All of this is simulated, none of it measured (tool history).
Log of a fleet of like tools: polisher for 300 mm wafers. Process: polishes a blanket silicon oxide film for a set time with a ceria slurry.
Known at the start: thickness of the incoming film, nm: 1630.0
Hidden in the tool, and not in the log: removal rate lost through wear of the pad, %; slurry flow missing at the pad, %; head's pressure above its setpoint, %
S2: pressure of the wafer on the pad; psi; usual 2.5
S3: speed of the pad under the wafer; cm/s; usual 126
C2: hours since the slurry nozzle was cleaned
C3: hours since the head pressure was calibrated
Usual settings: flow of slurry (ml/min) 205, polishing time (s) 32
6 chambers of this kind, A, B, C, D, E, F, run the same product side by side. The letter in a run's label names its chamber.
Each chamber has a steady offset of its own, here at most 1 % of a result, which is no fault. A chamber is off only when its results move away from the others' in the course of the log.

Run 1F, day 0.446: usual settings; wafers polished on this pad 333; C2 488.5; C3 834.5. Result: film removed (angstrom) 1144.4.
At day 0.512: chamber E: worn pad replaced by a new one.
At day 0.667: chamber B: worn pad replaced by a new one.
Run 2C, day 0.8: usual settings; wafers polished on this pad 779; C2 25.6; C3 181.5. Result: film removed (angstrom) 1164.
Run 3E, day 1.183: usual settings; wafers polished on this pad 222; C2 538.9; C3 1388.8. Result: film removed (angstrom) 1130.8.
At day 1.433: chamber C: worn pad replaced by a new one.
Run 4D, day 1.45: usual settings; wafers polished on this pad 707; C2 337.3; C3 470.5. Result: film removed (angstrom) 1132.7.
At day 1.708: chamber A: worn pad replaced by a new one.
Run 5A, day 1.971: usual settings; wafers polished on this pad 87; C2 65.7; C3 197.3. Result: film removed (angstrom) 1167.5.
At day 1.988: chamber D: worn pad replaced by a new one.
Run 6B, day 2.308: usual settings; wafers polished on this pad 541; C2 273.2; C3 464.2. Result: film removed (angstrom) 1142.
Run 7A, day 2.575: usual settings; wafers polished on this pad 286; C2 80.2; C3 211.8. Result: film removed (angstrom) 1161.
Run 8E, day 2.817: usual settings; wafers polished on this pad 760; C2 578.1; C3 1428. Result: film removed (angstrom) 1159.
Run 9F, day 3.146: usual settings; wafers polished on this pad 1223; C2 553.3; C3 899.3. Result: film removed (angstrom) 1167.1.
At day 3.238: chamber F: worn pad replaced by a new one.
Run 10C, day 3.604: usual settings; wafers polished on this pad 716; C2 92.9; C3 248.8. Result: film removed (angstrom) 1144.2.
Run 11D, day 4.054: usual settings; wafers polished on this pad 682; C2 399.8; C3 533. Result: film removed (angstrom) 1115.9.
At day 4.308: chamber E: worn pad replaced by a new one.
At day 4.4: chamber D: worn pad replaced by a new one.
Run 12B, day 4.538: usual settings; wafers polished on this pad 1276; C2 326.7; C3 517.7. Result: film removed (angstrom) 1125.8.
At day 4.588: chamber B: worn pad replaced by a new one.
At day 4.662: chamber C: worn pad replaced by a new one.
At day 4.879: chamber A: worn pad replaced by a new one.
Run 13A, day 4.967: usual settings; wafers polished on this pad 30; C2 137.6; C3 269.2. Result: film removed (angstrom) 1168.1.
Run 14E, day 5.229: usual settings; wafers polished on this pad 304; C2 636; C3 1485.9. Result: film removed (angstrom) 1175.7.
Run 15C, day 5.562: usual settings; wafers polished on this pad 297; C2 139.9; C3 295.8. Result: film removed (angstrom) 1154.8.
Run 16F, day 6.038: usual settings; wafers polished on this pad 922; C2 622.7; C3 968.7. Result: film removed (angstrom) 1222.8.
At day 6.267: chamber F: slurry nozzle cleaned.
Run 17B, day 6.283: usual settings; wafers polished on this pad 559; C2 368.6; C3 559.6. Result: film removed (angstrom) 1157.7.
At day 6.438: chamber E: head pressure recalibrated.
At day 6.583: chamber F: worn pad replaced by a new one.
Run 18D, day 6.592: usual settings; wafers polished on this pad 722; C2 460.7; C3 593.9. Result: film removed (angstrom) 1152.4.
Run 19D, day 6.958: usual settings; wafers polished on this pad 843; C2 469.5; C3 602.7. Result: film removed (angstrom) 1112.4.
Run 20B, day 7.275: usual settings; wafers polished on this pad 886; C2 392.4; C3 583.4. Result: film removed (angstrom) 1160.8.
At day 7.329: chamber D: worn pad replaced by a new one.
At day 7.367: chamber A: worn pad replaced by a new one.
At day 7.55: chamber C: worn pad replaced by a new one.
At day 7.696: chamber E: worn pad replaced by a new one.
Run 21A, day 7.788: usual settings; wafers polished on this pad 138; C2 205.3; C3 336.9. Result: film removed (angstrom) 1141.
At day 7.875: chamber B: slurry nozzle cleaned.
At day 8.062: chamber B: worn pad replaced by a new one.
Run 22C, day 8.175: usual settings but S2 1.7 psi, polishing time (s) 28; wafers polished on this pad 206; C2 202.6; C3 358.5. Result: film removed (angstrom) 693.04.
Run 23E, day 8.558: usual settings but S2 1.7 psi, polishing time (s) 28; wafers polished on this pad 285; C2 715.9; C3 50.9. Result: film removed (angstrom) 679.98.
Run 24F, day 8.825: usual settings but S2 1.7 psi, polishing time (s) 28; wafers polished on this pad 739; C2 61.5; C3 1035.6. Result: film removed (angstrom) 731.22.
Run 25A, day 9.133: usual settings but S2 1.7 psi, polishing time (s) 28; wafers polished on this pad 582; C2 237.6; C3 369.2. Result: film removed (angstrom) 687.78.
At day 9.283: chamber C: head pressure recalibrated.
Run 26B, day 9.542: usual settings but S2 1.7 psi, polishing time (s) 28; wafers polished on this pad 488; C2 40; C3 637.8. Result: film removed (angstrom) 690.82.
At day 9.746: chamber A: worn pad replaced by a new one.
At day 9.917: chamber D: worn pad replaced by a new one.
Run 27E, day 10.062: usual settings but S2 1.7 psi, polishing time (s) 28; wafers polished on this pad 781; C2 752; C3 87. Result: film removed (angstrom) 671.97.
At day 10.271: chamber C: worn pad replaced by a new one.
Run 28F, day 10.412: usual settings; wafers polished on this pad 1262; C2 99.6; C3 1073.7. Result: film removed (angstrom) 1254.4.
At day 10.658: chamber F: worn pad replaced by a new one.
At day 10.829: chamber E: worn pad replaced by a new one.
Run 29D, day 10.933: usual settings; wafers polished on this pad 336; C2 564.9; C3 698.1. Result: film removed (angstrom) 1159.6.
Run 30C, day 11.371: usual settings; wafers polished on this pad 362; C2 279.3; C3 50.1. Result: film removed (angstrom) 1173.3.
At day 11.521: chamber B: head pressure recalibrated.
Run 31D, day 11.621: usual settings; wafers polished on this pad 562; C2 581.4; C3 714.6. Result: film removed (angstrom) 1129.6.
At day 11.85: chamber B: worn pad replaced by a new one.
Run 32F, day 11.858: usual settings; wafers polished on this pad 396; C2 134.3; C3 1108.4. Result: film removed (angstrom) 1274.1.
Run 33B, day 12.167: usual settings; wafers polished on this pad 104; C2 103; C3 15.6. Result: film removed (angstrom) 1184.4.
Run 34E, day 12.462: usual settings; wafers polished on this pad 539; C2 809.6; C3 144.6. Result: film removed (angstrom) 1166.2.
At day 12.633: chamber A: worn pad replaced by a new one.
Run 35A, day 12.692: usual settings; wafers polished on this pad 19; C2 323; C3 454.6. Result: film removed (angstrom) 1137.3.
At day 12.925: chamber C: worn pad replaced by a new one.
Run 36C, day 12.996: usual settings but S2 1.9 psi; wafers polished on this pad 23; C2 318.3; C3 89.1. Result: film removed (angstrom) 869.66.
Run 37E, day 13.362: usual settings but S2 1.9 psi; wafers polished on this pad 836; C2 831.2; C3 166.2. Result: film removed (angstrom) 865.63.
Run 38B, day 13.85: usual settings but S2 1.9 psi; wafers polished on this pad 659; C2 143.4; C3 56. Result: film removed (angstrom) 884.16.

All 6 chambers run these settings next. Forecast each chamber's results:
Run 39A, day 14.233: usual settings but S2 3.2 psi. Result: film removed (angstrom) ?.
Run 39B, day 14.233: usual settings but S2 3.2 psi. Result: film removed (angstrom) ?.
Run 39C, day 14.233: usual settings but S2 3.2 psi. Result: film removed (angstrom) ?.
Run 39D, day 14.233: usual settings but S2 3.2 psi. Result: film removed (angstrom) ?.
Run 39E, day 14.233: usual settings but S2 3.2 psi. Result: film removed (angstrom) ?.
Run 39F, day 14.233: usual settings but S2 3.2 psi. Result: film removed (angstrom) ?.

run  film removed (angstrom)
39A                   1450.8
39B                   1461.7
39C                   1438.9
39D                   1467.4
39E                   1449.1
39F                   1710.9
